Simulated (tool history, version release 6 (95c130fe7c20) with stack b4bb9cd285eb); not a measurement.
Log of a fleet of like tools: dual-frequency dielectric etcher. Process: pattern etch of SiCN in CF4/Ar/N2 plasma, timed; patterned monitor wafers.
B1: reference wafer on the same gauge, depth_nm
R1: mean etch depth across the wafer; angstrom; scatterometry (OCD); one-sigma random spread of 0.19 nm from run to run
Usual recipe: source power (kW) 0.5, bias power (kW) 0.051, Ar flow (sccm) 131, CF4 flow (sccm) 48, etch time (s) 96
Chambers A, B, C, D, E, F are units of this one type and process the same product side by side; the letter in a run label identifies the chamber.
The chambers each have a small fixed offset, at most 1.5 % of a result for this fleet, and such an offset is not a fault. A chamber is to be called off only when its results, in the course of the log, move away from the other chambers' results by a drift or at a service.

{"run": "1B", "hour": 6.0, "source power (kW)": 0.5, "bias power (kW)": 0.051, "Ar flow (sccm)": 131, "CF4 flow (sccm)": 48, "etch time (s)": 96, "B1": 68.28, "R1": 720.98}
{"run": "2F", "hour": 10.6, "source power (kW)": 0.5, "bias power (kW)": 0.051, "Ar flow (sccm)": 131, "CF4 flow (sccm)": 48, "etch time (s)": 96, "B1": 68.344, "R1": 716.23}
{"run": "3D", "hour": 13.7, "source power (kW)": 0.5, "bias power (kW)": 0.051, "Ar flow (sccm)": 131, "CF4 flow (sccm)": 48, "etch time (s)": 96, "B1": 68.27, "R1": 712.94}
{"run": "4E", "hour": 18.1, "source power (kW)": 0.5, "bias power (kW)": 0.051, "Ar flow (sccm)": 131, "CF4 flow (sccm)": 48, "etch time (s)": 96, "B1": 68.326, "R1": 718.08}
{"run": "5A", "hour": 24.0, "source power (kW)": 0.5, "bias power (kW)": 0.051, "Ar flow (sccm)": 131, "CF4 flow (sccm)": 48, "etch time (s)": 96, "B1": 68.338, "R1": 708.21}
{"run": "6C", "hour": 28.3, "source power (kW)": 0.5, "bias power (kW)": 0.051, "Ar flow (sccm)": 131, "CF4 flow (sccm)": 48, "etch time (s)": 96, "B1": 68.287, "R1": 708.61}
{"run": "7E", "hour": 34.1, "source power (kW)": 0.5, "bias power (kW)": 0.051, "Ar flow (sccm)": 131, "CF4 flow (sccm)": 48, "etch time (s)": 96, "B1": 68.297, "R1": 713.42}
{"run": "8C", "hour": 39.8, "source power (kW)": 0.5, "bias power (kW)": 0.051, "Ar flow (sccm)": 131, "CF4 flow (sccm)": 48, "etch time (s)": 96, "B1": 68.252, "R1": 705.97}
{"run": "9D", "hour": 45.7, "source power (kW)": 0.5, "bias power (kW)": 0.051, "Ar flow (sccm)": 131, "CF4 flow (sccm)": 48, "etch time (s)": 96, "B1": 68.287, "R1": 714.83}
{"run": "10A", "hour": 48.5, "source power (kW)": 0.5, "bias power (kW)": 0.051, "Ar flow (sccm)": 131, "CF4 flow (sccm)": 48, "etch time (s)": 96, "B1": 68.272, "R1": 707.5}
{"run": "11F", "hour": 52.7, "source power (kW)": 0.5, "bias power (kW)": 0.051, "Ar flow (sccm)": 131, "CF4 flow (sccm)": 48, "etch time (s)": 122.5, "B1": 68.345, "R1": 914.45}
{"hour": 53.4, "done": "chamber E: wet clean of the chamber"}
{"run": "12B", "hour": 55.8, "source power (kW)": 0.5, "bias power (kW)": 0.051, "Ar flow (sccm)": 131, "CF4 flow (sccm)": 48, "etch time (s)": 122.5, "B1": 68.294, "R1": 914.25}
{"run": "13D", "hour": 59.9, "source power (kW)": 0.5, "bias power (kW)": 0.051, "Ar flow (sccm)": 131, "CF4 flow (sccm)": 48, "etch time (s)": 122.5, "B1": 68.313, "R1": 913.82}
{"run": "14C", "hour": 65.2, "source power (kW)": 0.5, "bias power (kW)": 0.051, "Ar flow (sccm)": 131, "CF4 flow (sccm)": 48, "etch time (s)": 122.5, "B1": 68.323, "R1": 908.66}
{"hour": 67.7, "done": "chamber B: wet clean of the chamber"}
{"run": "15E", "hour": 71.6, "source power (kW)": 0.5, "bias power (kW)": 0.051, "Ar flow (sccm)": 131, "CF4 flow (sccm)": 48, "etch time (s)": 122.5, "B1": 68.359, "R1": 913.87}
{"run": "16B", "hour": 75.2, "source power (kW)": 0.5, "bias power (kW)": 0.051, "Ar flow (sccm)": 131, "CF4 flow (sccm)": 48, "etch time (s)": 122.5, "B1": 68.316, "R1": 919.45}
{"run": "17A", "hour": 78.7, "source power (kW)": 0.5, "bias power (kW)": 0.051, "Ar flow (sccm)": 131, "CF4 flow (sccm)": 48, "etch time (s)": 96, "B1": 68.323, "R1": 712.06}
{"run": "18F", "hour": 83.2, "source power (kW)": 0.5, "bias power (kW)": 0.051, "Ar flow (sccm)": 131, "CF4 flow (sccm)": 48, "etch time (s)": 96, "B1": 68.324, "R1": 719.16}
{"run": "19D", "hour": 88.6, "source power (kW)": 0.5, "bias power (kW)": 0.051, "Ar flow (sccm)": 131, "CF4 flow (sccm)": 48, "etch time (s)": 96, "B1": 68.335, "R1": 718.62}
{"run": "20C", "hour": 94.3, "source power (kW)": 0.5, "bias power (kW)": 0.064, "Ar flow (sccm)": 119, "CF4 flow (sccm)": 48, "etch time (s)": 96, "B1": 68.376, "R1": 785.81}
{"hour": 98.5, "done": "chamber A: wet clean of the chamber"}
{"run": "21B", "hour": 100.6, "source power (kW)": 0.5, "bias power (kW)": 0.064, "Ar flow (sccm)": 119, "CF4 flow (sccm)": 48, "etch time (s)": 96, "B1": 68.347, "R1": 795.44}
{"run": "22E", "hour": 103.6, "source power (kW)": 0.5, "bias power (kW)": 0.064, "Ar flow (sccm)": 119, "CF4 flow (sccm)": 48, "etch time (s)": 96, "B1": 68.311, "R1": 789.57}
{"run": "23A", "hour": 108.2, "source power (kW)": 0.5, "bias power (kW)": 0.064, "Ar flow (sccm)": 119, "CF4 flow (sccm)": 48, "etch time (s)": 96, "B1": 68.351, "R1": 784.57}
{"hour": 108.7, "done": "chamber D: bias power generator calibrated"}
{"run": "24F", "hour": 111.9, "source power (kW)": 0.5, "bias power (kW)": 0.064, "Ar flow (sccm)": 119, "CF4 flow (sccm)": 48, "etch time (s)": 96, "B1": 68.313, "R1": 795.45}
{"run": "25D", "hour": 116.7, "source power (kW)": 0.5, "bias power (kW)": 0.064, "Ar flow (sccm)": 119, "CF4 flow (sccm)": 48, "etch time (s)": 96, "B1": 68.341, "R1": 789.4}
{"run": "26C", "hour": 120.1, "source power (kW)": 0.5, "bias power (kW)": 0.051, "Ar flow (sccm)": 131, "CF4 flow (sccm)": 48, "etch time (s)": 96, "B1": 68.254, "R1": 713.31}
{"run": "27F", "hour": 123.5, "source power (kW)": 0.5, "bias power (kW)": 0.051, "Ar flow (sccm)": 131, "CF4 flow (sccm)": 48, "etch time (s)": 96, "B1": 68.303, "R1": 715.6}
{"run": "28B", "hour": 127.2, "source power (kW)": 0.41, "bias power (kW)": 0.051, "Ar flow (sccm)": 131, "CF4 flow (sccm)": 48, "etch time (s)": 96, "B1": 68.308, "R1": 605.13}
{"run": "29E", "hour": 131.2, "source power (kW)": 0.41, "bias power (kW)": 0.051, "Ar flow (sccm)": 131, "CF4 flow (sccm)": 48, "etch time (s)": 96, "B1": 68.3, "R1": 602.01}
{"run": "30A", "hour": 137.4, "source power (kW)": 0.41, "bias power (kW)": 0.051, "Ar flow (sccm)": 131, "CF4 flow (sccm)": 48, "etch time (s)": 96, "B1": 68.255, "R1": 595.05}
{"run": "31F", "hour": 143.1, "source power (kW)": 0.41, "bias power (kW)": 0.051, "Ar flow (sccm)": 131, "CF4 flow (sccm)": 48, "etch time (s)": 96, "B1": 68.275, "R1": 604.97}
{"run": "32C", "hour": 146.0, "source power (kW)": 0.41, "bias power (kW)": 0.051, "Ar flow (sccm)": 131, "CF4 flow (sccm)": 48, "etch time (s)": 96, "B1": 68.303, "R1": 600.1}
{"run": "33D", "hour": 149.9, "source power (kW)": 0.41, "bias power (kW)": 0.051, "Ar flow (sccm)": 131, "CF4 flow (sccm)": 48, "etch time (s)": 96, "B1": 68.271, "R1": 603.38}
{"run": "34B", "hour": 155.3, "source power (kW)": 0.5, "bias power (kW)": 0.051, "Ar flow (sccm)": 131, "CF4 flow (sccm)": 48, "etch time (s)": 96, "B1": 68.299, "R1": 724.4}
{"run": "35A", "hour": 158.6, "source power (kW)": 0.5, "bias power (kW)": 0.051, "Ar flow (sccm)": 131, "CF4 flow (sccm)": 48, "etch time (s)": 96, "B1": 68.299, "R1": 709.19}
{"run": "36E", "hour": 162.9, "source power (kW)": 0.5, "bias power (kW)": 0.051, "Ar flow (sccm)": 131, "CF4 flow (sccm)": 48, "etch time (s)": 96, "B1": 68.318, "R1": 716.56}
{"run": "37A", "hour": 168.3, "source power (kW)": 0.5, "bias power (kW)": 0.051, "Ar flow (sccm)": 131, "CF4 flow (sccm)": 48, "etch time (s)": 96, "B1": 68.321, "R1": 709.31}
{"run": "38C", "hour": 173.4, "source power (kW)": 0.5, "bias power (kW)": 0.051, "Ar flow (sccm)": 131, "CF4 flow (sccm)": 48, "etch time (s)": 96, "B1": 68.306, "R1": 714.37}
{"run": "39D", "hour": 176.4, "source power (kW)": 0.5, "bias power (kW)": 0.051, "Ar flow (sccm)": 131, "CF4 flow (sccm)": 48, "etch time (s)": 96, "B1": 68.25, "R1": 718.57}
{"run": "40B", "hour": 182.6, "source power (kW)": 0.5, "bias power (kW)": 0.051, "Ar flow (sccm)": 131, "CF4 flow (sccm)": 48, "etch time (s)": 96, "B1": 68.239, "R1": 719.13}
{"run": "41E", "hour": 188.2, "source power (kW)": 0.5, "bias power (kW)": 0.051, "Ar flow (sccm)": 131, "CF4 flow (sccm)": 48, "etch time (s)": 96, "B1": 68.285, "R1": 714.53}
{"run": "42F", "hour": 193.0, "source power (kW)": 0.5, "bias power (kW)": 0.051, "Ar flow (sccm)": 131, "CF4 flow (sccm)": 48, "etch time (s)": 96, "B1": 68.279, "R1": 718.24}

The same settings go to every chamber for the next run, one line per chamber below. Forecast the results for each:
{"run": "43A", "hour": 197.6, "source power (kW)": 0.5, "bias power (kW)": 0.051, "Ar flow (sccm)": 101, "CF4 flow (sccm)": 48, "etch time (s)": 96, "R1": "?"}
{"run": "43B", "hour": 197.6, "source power (kW)": 0.5, "bias power (kW)": 0.051, "Ar flow (sccm)": 101, "CF4 flow (sccm)": 48, "etch time (s)": 96, "R1": "?"}
{"run": "43C", "hour": 197.6, "source power (kW)": 0.5, "bias power (kW)": 0.051, "Ar flow (sccm)": 101, "CF4 flow (sccm)": 48, "etch time (s)": 96, "R1": "?"}
{"run": "43D", "hour": 197.6, "source power (kW)": 0.5, "bias power (kW)": 0.051, "Ar flow (sccm)": 101, "CF4 flow (sccm)": 48, "etch time (s)": 96, "R1": "?"}
{"run": "43E", "hour": 197.6, "source power (kW)": 0.5, "bias power (kW)": 0.051, "Ar flow (sccm)": 101, "CF4 flow (sccm)": 48, "etch time (s)": 96, "R1": "?"}
{"run": "43F", "hour": 197.6, "source power (kW)": 0.5, "bias power (kW)": 0.051, "Ar flow (sccm)": 101, "CF4 flow (sccm)": 48, "etch time (s)": 96, "R1": "?"}

run=43A R1=746.17
run=43B R1=761.16
run=43C R1=747.59
run=43D R1=755.18
run=43E R1=754.93
run=43F R1=754.08

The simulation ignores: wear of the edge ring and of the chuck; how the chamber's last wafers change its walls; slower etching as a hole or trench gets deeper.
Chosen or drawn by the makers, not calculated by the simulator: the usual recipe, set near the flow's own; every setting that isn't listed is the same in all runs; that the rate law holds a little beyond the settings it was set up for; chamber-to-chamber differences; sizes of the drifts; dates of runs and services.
